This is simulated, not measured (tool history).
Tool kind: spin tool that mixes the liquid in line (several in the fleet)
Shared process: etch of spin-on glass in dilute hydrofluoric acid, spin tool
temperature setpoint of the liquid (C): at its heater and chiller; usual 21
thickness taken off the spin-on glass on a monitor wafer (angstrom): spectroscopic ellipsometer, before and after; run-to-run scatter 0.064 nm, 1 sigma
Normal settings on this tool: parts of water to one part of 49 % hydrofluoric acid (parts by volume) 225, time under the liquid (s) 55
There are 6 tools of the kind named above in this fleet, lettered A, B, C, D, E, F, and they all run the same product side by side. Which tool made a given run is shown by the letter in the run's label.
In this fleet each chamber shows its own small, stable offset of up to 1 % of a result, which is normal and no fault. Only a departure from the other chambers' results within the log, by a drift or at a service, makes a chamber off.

run   hour  temperature setpoint of the liquid (C)  parts of water to one part of 49 % hydrofluoric acid (parts by volume)  time under the liquid (s)  read-back film thickness of the spin-on glass reference wafer, read on the same gauge (nm)  thickness taken off the spin-on glass on a monitor wafer (angstrom)
 1C      7                                      21                                                                     225                         55                                                                                      89.993                                                               80.256
 2A   13.9                                      21                                                                     225                         55                                                                                      89.978                                                               79.117
 3D   21.1                                      21                                                                     225                         55                                                                                      90.003                                                               78.247
 4B   27.8                                      21                                                                     225                         55                                                                                      90.016                                                                 78.5
 5F   31.1                                      21                                                                     225                         55                                                                                      89.986                                                               77.094
 6E   36.3                                      21                                                                     225                         55                                                                                      90.016                                                               77.814
 7C   41.4                                      21                                                                     225                         55                                                                                      90.009                                                               78.397
 8B   44.9                                      21                                                                     225                         55                                                                                      89.987                                                               77.724
 9E   48.3                                      21                                                                     225                         55                                                                                      90.005                                                               78.209
10D   51.6                                      21                                                                     225                         55                                                                                      89.985                                                               77.045
11A   56.8                                      21                                                                     225                         55                                                                                      90.009                                                               77.947
12F   61.3                                      21                                                                     225                         55                                                                                      89.994                                                               77.518
13D   67.8                                      21                                                                     225                         55                                                                                      89.972                                                               78.659
14E   73.8                                      21                                                                     225                         55                                                                                      90.008                                                               77.063
15C   80.2                                      21                                                                     225                         55                                                                                      90.018                                                               78.004
      82.4  -- chamber C: hydrofluoric acid flow meter replaced
16B   85.5                                      21                                                                     225                         55                                                                                      90.016                                                               78.422
17F   92.7                                      21                                                                     225                         55                                                                                      89.996                                                               79.118
18A   98.5                                      21                                                                     225                         55                                                                                      90.011                                                               79.548
19F    105                                      21                                                                     225                         55                                                                                      89.974                                                               77.183
20B  109.8                                      21                                                                     225                         55                                                                                      89.984                                                               78.774
21E  116.7                                      21                                                                     225                         55                                                                                      89.988                                                               76.381
22D  120.7                                      21                                                                     225                         55                                                                                      90.023                                                               79.345
23A  127.8                                      21                                                                     225                         55                                                                                      89.972                                                               78.699
24C    133                                      21                                                                     310                         75                                                                                      89.997                                                               72.049
     133.3  -- chamber D: thermometer replaced
25E  138.9                                      21                                                                     310                         75                                                                                      90.006                                                               68.158
26D    146                                      21                                                                     310                         75                                                                                      90.004                                                               71.415
27A  152.1                                      21                                                                     310                         75                                                                                      89.977                                                               72.573
28B  156.7                                      21                                                                     310                         75                                                                                      89.982                                                               71.773
29C  161.2                                      21                                                                     310                         75                                                                                      89.994                                                                71.06
30F  164.7                                      21                                                                     165                         55                                                                                      90.004                                                               111.44
31A  169.8                                      21                                                                     165                         55                                                                                      90.004                                                               113.33
32C  175.9                                      21                                                                     165                         55                                                                                       90.01                                                                115.4
33D  181.7                                      21                                                                     165                         55                                                                                      90.006                                                               113.53
34F  187.2                                      21                                                                     165                         55                                                                                      90.011                                                               109.57
35B  193.6                                      21                                                                     165                         55                                                                                      89.985                                                               111.74
36E  197.5                                      21                                                                     225                         55                                                                                      89.993                                                                71.73
37E  201.3                                      21                                                                     225                         55                                                                                      89.984                                                               72.697

Is one chamber out of step, is the gauge drifting, or do the chambers differ by no more than their own small offsets? For an off chamber, give its letter and the likeliest cause.

It is chamber E that slowly wanders off from its peers.
What lies behind it: liquid colder than its thermometer reads (K) = 2.47.
The log may not separate it from: hydrofluoric acid flow below the setpoint (%).

Which of the 4 candidates below, each the usual settings with something changed and its results left as question marks, puts chamber E back in line with what the other chambers give on the usual settings?
In line here means within this much of the mean the other chambers give on the usual settings: thickness taken off the spin-on glass on a monitor wafer (angstrom) 2.3
38E-1  206.5                                      21                                                                     225                         60                                                                                                                                                                ?
38E-2  206.5                                    18.5                                                                     225                         55                                                                                                                                                                ?
38E-3  206.5                                    21.5                                                                     205                         55                                                                                                                                                                ?
38E-4  206.5                                    20.5                                                                     250                         55                                                                                                                                                                ?

On the usual settings, the other chambers give on average: thickness taken off the spin-on glass on a monitor wafer (angstrom) 78.513
  run  thickness taken off the spin-on glass on a monitor wafer (angstrom)
38E-1                                                                77.96
38E-2                                                               64.683
38E-3                                                               81.631
38E-4                                                               61.535
38E-1 puts the chamber back in line with the other chambers.
